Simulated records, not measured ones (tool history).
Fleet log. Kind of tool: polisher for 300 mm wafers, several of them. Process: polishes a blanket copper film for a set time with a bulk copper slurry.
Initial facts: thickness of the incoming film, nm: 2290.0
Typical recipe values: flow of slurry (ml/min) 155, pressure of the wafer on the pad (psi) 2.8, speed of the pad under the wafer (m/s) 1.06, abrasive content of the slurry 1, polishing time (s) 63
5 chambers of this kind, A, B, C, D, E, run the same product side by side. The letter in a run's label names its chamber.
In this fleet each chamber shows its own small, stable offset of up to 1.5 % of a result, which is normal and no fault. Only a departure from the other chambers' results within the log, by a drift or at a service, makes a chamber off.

| run | day | flow of slurry (ml/min) | pressure of the wafer on the pad (psi) | speed of the pad under the wafer (m/s) | abrasive content of the slurry | polishing time (s) | film removed (Å) |
|---|---|---|---|---|---|---|---|
|  | 0.025 | chamber E: slurry blender recalibrated |
| 1B | 0.358 | 155 | 2.8 | 1.06 | 1 | 63 | 7143 |
|  | 0.425 | chamber D: worn pad replaced by a new one |
| 2A | 0.654 | 155 | 2.8 | 1.06 | 1 | 63 | 6937.8 |
|  | 1.088 | chamber B: slurry blender recalibrated |
| 3C | 1.096 | 155 | 2.8 | 1.06 | 1 | 63 | 7139.3 |
| 4E | 1.558 | 155 | 2.8 | 1.06 | 1 | 63 | 6946.1 |
|  | 1.783 | chamber A: worn pad replaced by a new one |
| 5D | 1.925 | 155 | 2.8 | 1.06 | 1 | 63 | 7100.2 |
| 6C | 2.388 | 155 | 2.8 | 1.06 | 1 | 63 | 7177 |
|  | 2.642 | chamber E: worn pad replaced by a new one |
|  | 2.75 | chamber C: worn pad replaced by a new one |
| 7A | 2.788 | 155 | 2.8 | 1.06 | 1 | 63 | 7032.7 |
| 8E | 3.321 | 155 | 2.8 | 1.06 | 1 | 63 | 7036.2 |
|  | 3.508 | chamber B: worn pad replaced by a new one |
| 9D | 3.646 | 155 | 2.8 | 1.06 | 1 | 63 | 6974.3 |
|  | 3.838 | chamber D: worn pad replaced by a new one |
|  | 3.888 | chamber C: slurry blender recalibrated |
| 10B | 4.054 | 155 | 2.8 | 1.06 | 1 | 63 | 7092.8 |
|  | 4.225 | chamber D: slurry nozzle cleaned |
|  | 4.346 | chamber A: worn pad replaced by a new one |
| 11A | 4.567 | 155 | 2.8 | 1.06 | 1 | 63 | 6941.1 |
| 12E | 4.862 | 155 | 3.4 | 1.06 | 1 | 70 | 9423.8 |
| 13B | 5.15 | 155 | 3.4 | 1.06 | 1 | 70 | 9511.7 |
|  | 5.217 | chamber A: slurry blender recalibrated |
| 14C | 5.612 | 155 | 3.4 | 1.06 | 1 | 70 | 9575.1 |
|  | 5.929 | chamber C: slurry nozzle cleaned |
| 15D | 5.954 | 155 | 3.4 | 1.06 | 1 | 70 | 9627.4 |
|  | 6.142 | chamber E: worn pad replaced by a new one |
| 16C | 6.338 | 155 | 3.4 | 1.06 | 1 | 70 | 9636.4 |
| 17D | 6.675 | 155 | 2.8 | 1.06 | 1 | 63 | 7090.4 |
|  | 6.817 | chamber D: worn pad replaced by a new one |
|  | 6.962 | chamber D: head pressure recalibrated |
|  | 7.108 | chamber A: worn pad replaced by a new one |
| 18E | 7.146 | 155 | 2.8 | 1.06 | 1 | 63 | 7041.3 |
|  | 7.238 | chamber C: worn pad replaced by a new one |
| 19B | 7.458 | 155 | 2.8 | 1.06 | 1 | 63 | 6981.5 |
| 20A | 7.888 | 155 | 2.8 | 1.06 | 1 | 63 | 7000.1 |
|  | 8.108 | chamber E: slurry blender recalibrated |
| 21B | 8.3 | 155 | 2.8 | 1.06 | 1 | 63 | 7017.2 |
| 22D | 8.846 | 155 | 2.8 | 1.06 | 1 | 63 | 7080.7 |
| 23C | 9.15 | 155 | 2.8 | 1.06 | 1 | 63 | 7235.8 |
| 24A | 9.462 | 155 | 2.8 | 1.06 | 1 | 63 | 7082.3 |
| 25E | 9.742 | 155 | 2.8 | 1.06 | 1 | 63 | 6967 |
|  | 9.808 | chamber E: worn pad replaced by a new one |
|  | 9.812 | chamber D: worn pad replaced by a new one |
| 26E | 10.3 | 155 | 2.8 | 1.06 | 1 | 63 | 7102.4 |
|  | 10.425 | chamber C: head pressure recalibrated |
|  | 10.479 | chamber A: worn pad replaced by a new one |
|  | 10.583 | chamber B: worn pad replaced by a new one |
| 27C | 10.879 | 155 | 2.8 | 1.06 | 1 | 63 | 7158.6 |
|  | 11.146 | chamber E: slurry nozzle cleaned |
| 28A | 11.208 | 155 | 2.8 | 1.06 | 1 | 63 | 6999 |
|  | 11.296 | chamber A: slurry blender recalibrated |
|  | 11.392 | chamber C: worn pad replaced by a new one |
| 29D | 11.504 | 155 | 2.8 | 1.06 | 1 | 63 | 7104.6 |
| 30B | 11.942 | 155 | 2.8 | 1.06 | 1 | 63 | 7057.7 |
| 31A | 12.296 | 155 | 2.8 | 1.06 | 1 | 63 | 6997.5 |
|  | 12.604 | chamber D: worn pad replaced by a new one |
| 32D | 12.646 | 155 | 2.8 | 1.06 | 1 | 63 | 7059.6 |
| 33B | 12.983 | 155 | 2.8 | 1.06 | 1 | 63 | 6985.8 |
| 34E | 13.296 | 155 | 2.8 | 1.06 | 1 | 63 | 6879.7 |
|  | 13.454 | chamber D: slurry nozzle cleaned |
|  | 13.492 | chamber A: worn pad replaced by a new one |
| 35C | 13.579 | 155 | 2.8 | 1.06 | 1 | 63 | 7106.7 |
| 36D | 13.888 | 155 | 2.8 | 1.06 | 1 | 63 | 7098.2 |
| 37B | 14.396 | 155 | 2.8 | 1.06 | 1 | 63 | 7019.4 |
|  | 14.862 | chamber A: head pressure recalibrated |
| 38A | 14.95 | 155 | 2.8 | 1.06 | 1 | 63 | 7151 |

Read the log: is a single chamber off, either drifting away or since a service, is the gauge that measures every chamber drifting, or is nothing wrong beyond small per-chamber offsets? Name any odd chamber and what most likely caused it.

All chambers stay in line apart from their small fixed offsets, and the gauge does not drift.
